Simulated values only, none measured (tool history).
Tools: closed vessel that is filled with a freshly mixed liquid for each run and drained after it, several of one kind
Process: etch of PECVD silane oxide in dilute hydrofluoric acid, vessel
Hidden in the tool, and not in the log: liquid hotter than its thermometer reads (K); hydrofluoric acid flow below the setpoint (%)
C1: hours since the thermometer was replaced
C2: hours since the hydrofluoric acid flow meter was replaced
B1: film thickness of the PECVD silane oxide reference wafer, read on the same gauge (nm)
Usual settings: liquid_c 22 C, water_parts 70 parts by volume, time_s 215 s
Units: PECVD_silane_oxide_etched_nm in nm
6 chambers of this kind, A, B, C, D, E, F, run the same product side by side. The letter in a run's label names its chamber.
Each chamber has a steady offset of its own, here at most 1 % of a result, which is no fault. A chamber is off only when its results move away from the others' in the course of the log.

Run 1D, hour 6.5: usual settings; C1 1215.0; C2 687.3; B1 130.02. Result: PECVD_silane_oxide_etched_nm 43.944 nm.
Run 2E, hour 17.0: usual settings; C1 158.8; C2 642.3; B1 130.04. Result: PECVD_silane_oxide_etched_nm 43.844 nm.
Run 3F, hour 25.4: usual settings; C1 502.8; C2 185.2; B1 130.00. Result: PECVD_silane_oxide_etched_nm 44.276 nm.
Run 4A, hour 31.5: usual settings; C1 719.5; C2 484.8; B1 129.98. Result: PECVD_silane_oxide_etched_nm 44.730 nm.
Run 5B, hour 36.5: usual settings; C1 2301.5; C2 259.8; B1 130.01. Result: PECVD_silane_oxide_etched_nm 44.097 nm.
Run 6C, hour 42.9: usual settings but liquid_c 24 C, time_s 125 s; C1 2442.4; C2 147.7; B1 130.03. Result: PECVD_silane_oxide_etched_nm 27.740 nm.
Run 7F, hour 53.5: usual settings but liquid_c 24 C, time_s 125 s; C1 530.9; C2 213.3; B1 130.00. Result: PECVD_silane_oxide_etched_nm 27.731 nm.
Run 8B, hour 61.8: usual settings but liquid_c 24 C, time_s 125 s; C1 2326.8; C2 285.1; B1 130.01. Result: PECVD_silane_oxide_etched_nm 28.159 nm.
Run 9E, hour 68.4: usual settings but liquid_c 24 C, time_s 125 s; C1 210.2; C2 693.7; B1 129.99. Result: PECVD_silane_oxide_etched_nm 27.591 nm.
At hour 77.3: chamber C: thermometer replaced.
Run 10A, hour 77.4: usual settings but liquid_c 24 C, time_s 125 s; C1 765.4; C2 530.7; B1 129.98. Result: PECVD_silane_oxide_etched_nm 28.289 nm.
Run 11D, hour 84.6: usual settings but liquid_c 24 C, time_s 125 s; C1 1293.1; C2 765.4; B1 130.00. Result: PECVD_silane_oxide_etched_nm 27.852 nm.
Run 12C, hour 91.2: usual settings but liquid_c 18 C, time_s 310 s; C1 13.9; C2 196.0; B1 129.96. Result: PECVD_silane_oxide_etched_nm 53.642 nm.
Run 13E, hour 100.4: usual settings but liquid_c 18 C, time_s 310 s; C1 242.2; C2 725.7; B1 130.03. Result: PECVD_silane_oxide_etched_nm 53.410 nm.
Run 14C, hour 110.4: usual settings but liquid_c 18 C, time_s 310 s; C1 33.1; C2 215.2; B1 130.00. Result: PECVD_silane_oxide_etched_nm 54.095 nm.
At hour 116.8: chamber D: thermometer replaced.
Run 15F, hour 117.2: usual settings but liquid_c 18 C, time_s 310 s; C1 594.6; C2 277.0; B1 129.99. Result: PECVD_silane_oxide_etched_nm 54.576 nm.
Run 16A, hour 122.2: usual settings but liquid_c 18 C, time_s 310 s; C1 810.2; C2 575.5; B1 129.98. Result: PECVD_silane_oxide_etched_nm 53.735 nm.
Run 17B, hour 132.1: usual settings but liquid_c 18 C, time_s 310 s; C1 2397.1; C2 355.4; B1 129.98. Result: PECVD_silane_oxide_etched_nm 54.636 nm.
Run 18D, hour 137.8: usual settings; C1 21.1; C2 818.6; B1 130.00. Result: PECVD_silane_oxide_etched_nm 44.014 nm.
Run 19F, hour 143.9: usual settings; C1 621.3; C2 303.7; B1 129.99. Result: PECVD_silane_oxide_etched_nm 44.058 nm.
Run 20D, hour 153.9: usual settings; C1 37.2; C2 834.7; B1 130.00. Result: PECVD_silane_oxide_etched_nm 44.560 nm.
Run 21A, hour 164.1: usual settings; C1 852.1; C2 617.4; B1 129.99. Result: PECVD_silane_oxide_etched_nm 43.773 nm.
Run 22C, hour 173.4: usual settings but time_s 150 s; C1 96.1; C2 278.2; B1 130.02. Result: PECVD_silane_oxide_etched_nm 30.762 nm.
Run 23E, hour 183.0: usual settings but time_s 150 s; C1 324.8; C2 808.3; B1 130.02. Result: PECVD_silane_oxide_etched_nm 30.976 nm.
Run 24B, hour 188.6: usual settings but time_s 150 s; C1 2453.6; C2 411.9; B1 130.01. Result: PECVD_silane_oxide_etched_nm 31.256 nm.
Run 25B, hour 194.7: usual settings but time_s 150 s; C1 2459.7; C2 418.0; B1 130.00. Result: PECVD_silane_oxide_etched_nm 31.226 nm.
Run 26F, hour 200.7: usual settings but time_s 150 s; C1 678.1; C2 360.5; B1 130.01. Result: PECVD_silane_oxide_etched_nm 30.493 nm.
Run 27E, hour 211.9: usual settings but time_s 150 s; C1 353.7; C2 837.2; B1 130.01. Result: PECVD_silane_oxide_etched_nm 31.047 nm.
Run 28C, hour 221.0: usual settings; C1 143.7; C2 325.8; B1 130.01. Result: PECVD_silane_oxide_etched_nm 43.361 nm.
Run 29A, hour 228.4: usual settings; C1 916.4; C2 681.7; B1 129.98. Result: PECVD_silane_oxide_etched_nm 43.543 nm.
Run 30D, hour 233.7: usual settings; C1 117.0; C2 914.5; B1 129.99. Result: PECVD_silane_oxide_etched_nm 43.766 nm.
Run 31B, hour 238.9: usual settings; C1 2503.9; C2 462.2; B1 129.99. Result: PECVD_silane_oxide_etched_nm 44.970 nm.
Run 32A, hour 248.9: usual settings; C1 936.9; C2 702.2; B1 130.01. Result: PECVD_silane_oxide_etched_nm 42.767 nm.
Run 33C, hour 259.5: usual settings; C1 182.2; C2 364.3; B1 129.97. Result: PECVD_silane_oxide_etched_nm 44.221 nm.
At hour 262.8: chamber F: thermometer replaced.
Run 34D, hour 265.8: usual settings; C1 149.1; C2 946.6; B1 130.00. Result: PECVD_silane_oxide_etched_nm 43.588 nm.
Run 35E, hour 273.1: usual settings; C1 414.9; C2 898.4; B1 129.96. Result: PECVD_silane_oxide_etched_nm 43.453 nm.
Run 36F, hour 280.0: usual settings; C1 17.2; C2 439.8; B1 129.98. Result: PECVD_silane_oxide_etched_nm 44.003 nm.
Run 37C, hour 289.9: usual settings; C1 212.6; C2 394.7; B1 130.00. Result: PECVD_silane_oxide_etched_nm 43.935 nm.
Run 38B, hour 298.0: usual settings; C1 2563.0; C2 521.3; B1 129.99. Result: PECVD_silane_oxide_etched_nm 44.589 nm.
Run 39D, hour 305.2: usual settings; C1 188.5; C2 986.0; B1 130.00. Result: PECVD_silane_oxide_etched_nm 43.966 nm.
Run 40A, hour 311.7: usual settings but liquid_c 24 C; C1 999.7; C2 765.0; B1 129.99. Result: PECVD_silane_oxide_etched_nm 45.002 nm.
Run 41E, hour 321.5: usual settings but liquid_c 24 C; C1 463.3; C2 946.8; B1 130.01. Result: PECVD_silane_oxide_etched_nm 47.707 nm.
Run 42F, hour 330.7: usual settings but liquid_c 24 C; C1 67.9; C2 490.5; B1 130.00. Result: PECVD_silane_oxide_etched_nm 47.824 nm.
Run 43D, hour 337.7: usual settings but liquid_c 24 C; C1 221.0; C2 1018.5; B1 130.05. Result: PECVD_silane_oxide_etched_nm 47.810 nm.

Next, every chamber runs the same settings. What will each give?
Run 44A, hour 345.8: usual settings but water_parts 35 parts by volume. Result: PECVD_silane_oxide_etched_nm ?.
Run 44B, hour 345.8: usual settings but water_parts 35 parts by volume. Result: PECVD_silane_oxide_etched_nm ?.
Run 44C, hour 345.8: usual settings but water_parts 35 parts by volume. Result: PECVD_silane_oxide_etched_nm ?.
Run 44D, hour 345.8: usual settings but water_parts 35 parts by volume. Result: PECVD_silane_oxide_etched_nm ?.
Run 44E, hour 345.8: usual settings but water_parts 35 parts by volume. Result: PECVD_silane_oxide_etched_nm ?.
Run 44F, hour 345.8: usual settings but water_parts 35 parts by volume. Result: PECVD_silane_oxide_etched_nm ?.

run  PECVD_silane_oxide_etched_nm
44A                        88.640
44B                        95.497
44C                        94.293
44D                        94.090
44E                        94.404
44F                        91.437
